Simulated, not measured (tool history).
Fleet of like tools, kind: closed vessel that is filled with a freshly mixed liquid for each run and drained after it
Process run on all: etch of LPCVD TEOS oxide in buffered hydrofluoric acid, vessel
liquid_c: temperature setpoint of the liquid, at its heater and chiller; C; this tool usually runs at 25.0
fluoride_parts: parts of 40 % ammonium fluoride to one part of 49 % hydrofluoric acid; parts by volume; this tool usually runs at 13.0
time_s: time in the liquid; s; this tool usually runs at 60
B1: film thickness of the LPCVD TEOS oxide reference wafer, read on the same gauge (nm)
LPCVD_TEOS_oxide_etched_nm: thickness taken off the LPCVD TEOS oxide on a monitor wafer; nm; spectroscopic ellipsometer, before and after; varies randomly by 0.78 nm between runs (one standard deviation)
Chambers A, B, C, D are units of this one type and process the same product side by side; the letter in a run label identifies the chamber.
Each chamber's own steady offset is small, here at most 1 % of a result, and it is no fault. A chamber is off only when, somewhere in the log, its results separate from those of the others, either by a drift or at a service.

run 1D hour=5.7 | liquid_c=25.0 fluoride_parts=13.0 time_s=60 | B1=130.01 | LPCVD_TEOS_oxide_etched_nm=152.27
run 2C hour=10.5 | liquid_c=25.0 fluoride_parts=13.0 time_s=60 | B1=130.00 | LPCVD_TEOS_oxide_etched_nm=152.71
run 3B hour=15.7 | liquid_c=25.0 fluoride_parts=13.0 time_s=60 | B1=130.00 | LPCVD_TEOS_oxide_etched_nm=154.24
run 4A hour=22.0 | liquid_c=25.0 fluoride_parts=13.0 time_s=60 | B1=130.01 | LPCVD_TEOS_oxide_etched_nm=154.50
run 5B hour=26.5 | liquid_c=25.0 fluoride_parts=13.0 time_s=60 | B1=129.97 | LPCVD_TEOS_oxide_etched_nm=154.24
run 6C hour=32.7 | liquid_c=25.0 fluoride_parts=13.0 time_s=60 | B1=129.97 | LPCVD_TEOS_oxide_etched_nm=151.95
run 7A hour=38.4 | liquid_c=25.0 fluoride_parts=13.0 time_s=75 | B1=129.98 | LPCVD_TEOS_oxide_etched_nm=193.04
run 8D hour=41.9 | liquid_c=25.0 fluoride_parts=13.0 time_s=75 | B1=129.97 | LPCVD_TEOS_oxide_etched_nm=191.63
run 9D hour=48.2 | liquid_c=25.0 fluoride_parts=13.0 time_s=75 | B1=129.98 | LPCVD_TEOS_oxide_etched_nm=190.02
run 10B hour=54.9 | liquid_c=25.0 fluoride_parts=13.0 time_s=75 | B1=129.98 | LPCVD_TEOS_oxide_etched_nm=190.23
run 11C hour=59.3 | liquid_c=25.0 fluoride_parts=13.0 time_s=60 | B1=129.99 | LPCVD_TEOS_oxide_etched_nm=152.68
run 12A hour=64.4 | liquid_c=25.0 fluoride_parts=13.0 time_s=60 | B1=130.00 | LPCVD_TEOS_oxide_etched_nm=154.74
run 13C hour=71.0 | liquid_c=25.0 fluoride_parts=15.5 time_s=60 | B1=130.04 | LPCVD_TEOS_oxide_etched_nm=129.53
run 14D hour=77.5 | liquid_c=25.0 fluoride_parts=15.5 time_s=60 | B1=130.04 | LPCVD_TEOS_oxide_etched_nm=128.30
run 15A hour=83.4 | liquid_c=25.0 fluoride_parts=15.5 time_s=60 | B1=130.00 | LPCVD_TEOS_oxide_etched_nm=130.27
run 16B hour=89.0 | liquid_c=25.0 fluoride_parts=15.5 time_s=60 | B1=129.97 | LPCVD_TEOS_oxide_etched_nm=129.39
run 17A hour=93.3 | liquid_c=25.0 fluoride_parts=13.0 time_s=60 | B1=130.01 | LPCVD_TEOS_oxide_etched_nm=152.63
run 18C hour=97.2 | liquid_c=23.5 fluoride_parts=15.0 time_s=60 | B1=129.97 | LPCVD_TEOS_oxide_etched_nm=121.38
run 19D hour=103.3 | liquid_c=23.5 fluoride_parts=15.0 time_s=60 | B1=129.98 | LPCVD_TEOS_oxide_etched_nm=120.66
run 20B hour=110.4 | liquid_c=23.5 fluoride_parts=15.0 time_s=60 | B1=130.05 | LPCVD_TEOS_oxide_etched_nm=123.67
run 21D hour=114.2 | liquid_c=23.5 fluoride_parts=15.0 time_s=60 | B1=130.03 | LPCVD_TEOS_oxide_etched_nm=120.68
run 22C hour=118.1 | liquid_c=25.0 fluoride_parts=13.0 time_s=60 | B1=130.03 | LPCVD_TEOS_oxide_etched_nm=152.17
run 23B hour=122.9 | liquid_c=25.0 fluoride_parts=13.0 time_s=60 | B1=129.99 | LPCVD_TEOS_oxide_etched_nm=154.47
run 24A hour=129.8 | liquid_c=25.0 fluoride_parts=13.0 time_s=60 | B1=129.97 | LPCVD_TEOS_oxide_etched_nm=155.30
run 25D hour=136.4 | liquid_c=25.0 fluoride_parts=13.0 time_s=60 | B1=129.98 | LPCVD_TEOS_oxide_etched_nm=150.12
run 26A hour=143.3 | liquid_c=25.0 fluoride_parts=13.0 time_s=60 | B1=130.01 | LPCVD_TEOS_oxide_etched_nm=155.38
run 27B hour=150.2 | liquid_c=28.5 fluoride_parts=13.0 time_s=60 | B1=130.00 | LPCVD_TEOS_oxide_etched_nm=184.56
run 28C hour=156.1 | liquid_c=28.5 fluoride_parts=13.0 time_s=60 | B1=130.03 | LPCVD_TEOS_oxide_etched_nm=183.50
run 29A hour=159.5 | liquid_c=28.5 fluoride_parts=13.0 time_s=60 | B1=129.96 | LPCVD_TEOS_oxide_etched_nm=185.64
run 30C hour=166.4 | liquid_c=28.5 fluoride_parts=13.0 time_s=60 | B1=130.02 | LPCVD_TEOS_oxide_etched_nm=186.00
run 31D hour=172.9 | liquid_c=25.0 fluoride_parts=13.0 time_s=60 | B1=130.02 | LPCVD_TEOS_oxide_etched_nm=148.50
run 32B hour=179.9 | liquid_c=25.0 fluoride_parts=13.0 time_s=60 | B1=130.01 | LPCVD_TEOS_oxide_etched_nm=153.91
run 33A hour=183.7 | liquid_c=25.0 fluoride_parts=13.0 time_s=60 | B1=129.99 | LPCVD_TEOS_oxide_etched_nm=153.63
run 34D hour=189.2 | liquid_c=23.0 fluoride_parts=13.0 time_s=60 | B1=129.99 | LPCVD_TEOS_oxide_etched_nm=132.48
run 35C hour=194.8 | liquid_c=23.0 fluoride_parts=13.0 time_s=60 | B1=130.02 | LPCVD_TEOS_oxide_etched_nm=138.31
run 36B hour=201.0 | liquid_c=23.0 fluoride_parts=13.0 time_s=60 | B1=129.97 | LPCVD_TEOS_oxide_etched_nm=139.11
run 37B hour=204.2 | liquid_c=23.0 fluoride_parts=13.0 time_s=60 | B1=130.00 | LPCVD_TEOS_oxide_etched_nm=138.08
run 38D hour=209.0 | liquid_c=25.0 fluoride_parts=17.0 time_s=95 | B1=130.04 | LPCVD_TEOS_oxide_etched_nm=181.10
run 39C hour=212.2 | liquid_c=25.0 fluoride_parts=17.0 time_s=95 | B1=129.99 | LPCVD_TEOS_oxide_etched_nm=186.77
run 40A hour=215.8 | liquid_c=25.0 fluoride_parts=17.0 time_s=95 | B1=129.99 | LPCVD_TEOS_oxide_etched_nm=188.97
run 41D hour=219.9 | liquid_c=25.0 fluoride_parts=17.0 time_s=95 | B1=129.97 | LPCVD_TEOS_oxide_etched_nm=180.22
run 42C hour=225.0 | liquid_c=25.0 fluoride_parts=13.0 time_s=60 | B1=130.01 | LPCVD_TEOS_oxide_etched_nm=151.75
run 43A hour=230.4 | liquid_c=25.0 fluoride_parts=15.5 time_s=60 | B1=130.01 | LPCVD_TEOS_oxide_etched_nm=130.48

Read the log: is a single chamber off, either drifting away or since a service, is the gauge that measures every chamber drifting, or is nothing wrong beyond small per-chamber offsets? Name any odd chamber and what most likely caused it.

It is chamber D that slowly wanders off from its peers.
Cause: liquid colder than its thermometer reads (K) = 0.621.
The log may not tell that from: hydrofluoric acid flow below the setpoint (%).

Here are 4 candidates for chamber D's next run, each the usual settings with a change, their results left as question marks. Which one brings its results back in line with what the others give on the usual settings?
In line means no further than this from the other chambers' mean on the usual settings: LPCVD_TEOS_oxide_etched_nm 2.70 nm
run 44D-1 hour=235.6 | liquid_c=25.0 fluoride_parts=14.0 time_s=60 | LPCVD_TEOS_oxide_etched_nm=?
run 44D-2 hour=235.6 | liquid_c=25.5 fluoride_parts=12.5 time_s=60 | LPCVD_TEOS_oxide_etched_nm=?
run 44D-3 hour=235.6 | liquid_c=25.0 fluoride_parts=12.5 time_s=60 | LPCVD_TEOS_oxide_etched_nm=?
run 44D-4 hour=235.6 | liquid_c=25.0 fluoride_parts=13.5 time_s=60 | LPCVD_TEOS_oxide_etched_nm=?

What the other chambers average on the usual settings: LPCVD_TEOS_oxide_etched_nm 153.57 nm
run=44D-1 LPCVD_TEOS_oxide_etched_nm=137.24
run=44D-2 LPCVD_TEOS_oxide_etched_nm=157.38
run=44D-3 LPCVD_TEOS_oxide_etched_nm=153.25
run=44D-4 LPCVD_TEOS_oxide_etched_nm=142.19
It is 44D-3 that realigns the chamber with its peers.

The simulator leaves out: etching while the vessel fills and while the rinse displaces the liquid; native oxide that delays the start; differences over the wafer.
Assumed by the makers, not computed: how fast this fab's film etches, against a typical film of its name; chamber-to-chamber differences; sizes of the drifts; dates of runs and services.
